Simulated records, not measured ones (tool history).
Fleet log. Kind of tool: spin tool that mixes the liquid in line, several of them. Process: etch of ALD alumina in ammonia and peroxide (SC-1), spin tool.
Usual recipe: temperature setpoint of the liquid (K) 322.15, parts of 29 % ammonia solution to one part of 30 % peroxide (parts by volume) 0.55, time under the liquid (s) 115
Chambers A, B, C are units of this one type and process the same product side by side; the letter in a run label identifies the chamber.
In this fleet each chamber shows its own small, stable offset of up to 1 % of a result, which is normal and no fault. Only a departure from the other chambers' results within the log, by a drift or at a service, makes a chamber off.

| run | hour | temperature setpoint of the liquid (K) | parts of 29 % ammonia solution to one part of 30 % peroxide (parts by volume) | time under the liquid (s) | read-back film thickness of the ALD alumina reference wafer, read on the same gauge (nm) | thickness taken off the ALD alumina on a monitor wafer (angstrom) |
|---|---|---|---|---|---|---|
|  | 2.7 | chamber B: ammonia flow meter replaced |
|  | 7.1 | chamber A: ammonia flow meter replaced |
| 1B | 9.3 | 322.15 | 0.55 | 115 | 120.00 | 63.786 |
| 2C | 22.5 | 322.15 | 0.55 | 115 | 120.00 | 63.848 |
|  | 24.1 | chamber B: new drum of ammonia solution connected |
| 3A | 30.8 | 322.15 | 0.55 | 115 | 120.03 | 65.162 |
| 4A | 46.0 | 322.15 | 0.55 | 115 | 119.97 | 64.904 |
| 5C | 55.9 | 322.15 | 0.55 | 115 | 119.96 | 64.841 |
| 6B | 64.1 | 322.15 | 0.55 | 115 | 119.99 | 65.607 |
| 7C | 77.6 | 322.15 | 0.55 | 115 | 120.00 | 64.660 |
| 8B | 91.9 | 322.15 | 0.55 | 115 | 120.01 | 63.764 |
| 9A | 107.3 | 322.15 | 0.55 | 115 | 119.98 | 64.798 |
| 10C | 119.4 | 322.15 | 0.55 | 115 | 120.00 | 64.978 |
| 11B | 127.2 | 322.15 | 0.55 | 115 | 120.00 | 62.932 |
|  | 130.4 | chamber C: new drum of ammonia solution connected |
| 12A | 137.0 | 326.65 | 0.55 | 160 | 120.01 | 114.320 |
| 13A | 150.9 | 326.65 | 0.55 | 160 | 119.99 | 115.750 |
| 14B | 163.5 | 326.65 | 0.55 | 160 | 120.00 | 110.800 |
| 15C | 173.3 | 322.15 | 0.55 | 115 | 119.99 | 65.403 |
| 16B | 188.0 | 322.15 | 0.55 | 115 | 120.00 | 61.835 |
| 17C | 196.0 | 322.15 | 0.55 | 115 | 120.00 | 65.468 |
| 18A | 210.3 | 322.15 | 0.80 | 90 | 120.00 | 52.273 |
| 19B | 222.5 | 322.15 | 0.80 | 90 | 120.01 | 49.097 |
| 20C | 229.7 | 322.15 | 0.80 | 90 | 120.01 | 53.064 |
| 21A | 244.8 | 322.15 | 0.55 | 115 | 119.99 | 63.700 |
| 22B | 254.5 | 315.65 | 0.55 | 115 | 120.02 | 41.494 |

Read the log: is a single chamber off, either drifting away or since a service, is the gauge that measures every chamber drifting, or is nothing wrong beyond small per-chamber offsets? Name any odd chamber and what most likely caused it.

It is chamber B that slowly wanders off from its peers.
Most likely cause: liquid colder than its thermometer reads (K) = 1.5.
Not necessarily distinguishable in this log from: temperature lost on the way to the wafer (K).

Which of the 4 candidates below, each the usual settings with something changed and its results left as question marks, puts chamber B back in line with what the other chambers give on the usual settings?
To be in line, a result may differ from the other chambers' mean on the usual settings by at most: thickness taken off the ALD alumina on a monitor wafer (angstrom) 1.900
| 23B-1 | 266.1 | 322.65 | 0.55 | 120 |  | ? |
| 23B-2 | 266.1 | 322.15 | 0.40 | 115 |  | ? |
| 23B-3 | 266.1 | 322.15 | 0.25 | 115 |  | ? |
| 23B-4 | 266.1 | 322.15 | 0.70 | 115 |  | ? |

The mean the other chambers reach with the usual settings: thickness taken off the ALD alumina on a monitor wafer (angstrom) 64.409
| run | thickness taken off the ALD alumina on a monitor wafer (angstrom) |
|---|---|
| 23B-1 | 63.873 |
| 23B-2 | 57.767 |
| 23B-3 | 55.272 |
| 23B-4 | 60.895 |
The answer is 23B-1, which returns the chamber to within the allowed miss of the others.

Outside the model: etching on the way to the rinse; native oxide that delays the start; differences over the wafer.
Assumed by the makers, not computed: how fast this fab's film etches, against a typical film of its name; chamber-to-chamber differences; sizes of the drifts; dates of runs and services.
